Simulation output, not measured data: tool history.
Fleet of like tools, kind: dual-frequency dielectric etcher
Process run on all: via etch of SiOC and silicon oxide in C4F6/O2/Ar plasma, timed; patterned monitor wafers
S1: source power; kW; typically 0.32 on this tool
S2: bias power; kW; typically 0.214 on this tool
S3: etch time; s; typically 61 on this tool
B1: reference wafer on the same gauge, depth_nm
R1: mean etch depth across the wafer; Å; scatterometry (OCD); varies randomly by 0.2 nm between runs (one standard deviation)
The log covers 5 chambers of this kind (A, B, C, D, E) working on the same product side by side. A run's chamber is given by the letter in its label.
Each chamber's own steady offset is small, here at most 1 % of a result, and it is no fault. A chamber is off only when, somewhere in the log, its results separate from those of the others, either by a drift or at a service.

run	hour	S1	S2	S3	B1	R1
1C	11.6	0.32	0.214	61	63.918	667.62
# hour 23.4: chamber A: source power generator calibrated
2B	23.6	0.32	0.214	61	63.915	666.23
3E	32.8	0.32	0.214	61	63.888	668.12
4A	45.1	0.32	0.214	61	63.911	672.16
5D	55.5	0.32	0.214	61	63.935	672.41
6C	68.1	0.32	0.214	61	63.905	668.52
7A	75.3	0.32	0.214	61	63.88	669.88
# hour 82.6: chamber C: source power generator calibrated
8D	84.6	0.32	0.214	73	63.893	805.92
9E	100.7	0.32	0.214	73	63.88	800.61
10B	112.4	0.32	0.214	73	63.927	796.19
11B	122.4	0.32	0.214	73	63.839	796.7
12D	134.4	0.32	0.214	73	63.91	811.13
13C	144.7	0.26	0.214	61	63.912	617.57
14E	159.5	0.26	0.214	61	63.924	617.84
15A	174.3	0.26	0.214	61	63.89	618.69
# hour 176: chamber A: wet clean of the chamber
16B	187.8	0.26	0.214	61	63.843	615.02
17A	196.4	0.26	0.214	61	63.874	621.04
18D	203.4	0.32	0.214	61	63.918	672.84
# hour 214.4: chamber C: bias power generator calibrated
19C	217.9	0.32	0.214	61	63.928	671.69
20E	230.7	0.32	0.214	61	63.887	671.05
21E	238.6	0.32	0.214	61	63.957	669.52
22C	249.6	0.32	0.214	61	63.927	671.94
# hour 255.1: chamber E: wet clean of the chamber
23D	261.7	0.32	0.214	61	63.941	677.17
24B	273.3	0.32	0.214	61	63.888	667.46
# hour 276.4: chamber C: wet clean of the chamber
25A	287.6	0.32	0.214	61	63.875	672.44
# hour 294: chamber D: wet clean of the chamber
26A	301.1	0.32	0.214	61	63.919	669.9
27D	310.8	0.32	0.214	61	63.954	671.23
28B	325.9	0.32	0.214	61	63.912	666.02
29E	340.4	0.32	0.214	61	63.841	669.77
# hour 350.1: chamber B: wet clean of the chamber
30C	353	0.32	0.214	61	63.913	667.02
31D	362.3	0.32	0.214	61	63.914	671.93
32B	371.4	0.32	0.214	61	63.867	664.56
33A	385.3	0.32	0.214	61	63.898	671.28
34E	396.7	0.32	0.214	61	63.832	670.14
35C	409.2	0.32	0.214	61	63.889	671.38

Has any chamber moved away from the others, gradually or after a service, or does the common gauge drift, or do the chambers differ only by their own small steady offsets? State the chamber and the most likely cause if one applies.

Nothing is wrong: each chamber keeps only its own small, steady offset and the gauge holds still.

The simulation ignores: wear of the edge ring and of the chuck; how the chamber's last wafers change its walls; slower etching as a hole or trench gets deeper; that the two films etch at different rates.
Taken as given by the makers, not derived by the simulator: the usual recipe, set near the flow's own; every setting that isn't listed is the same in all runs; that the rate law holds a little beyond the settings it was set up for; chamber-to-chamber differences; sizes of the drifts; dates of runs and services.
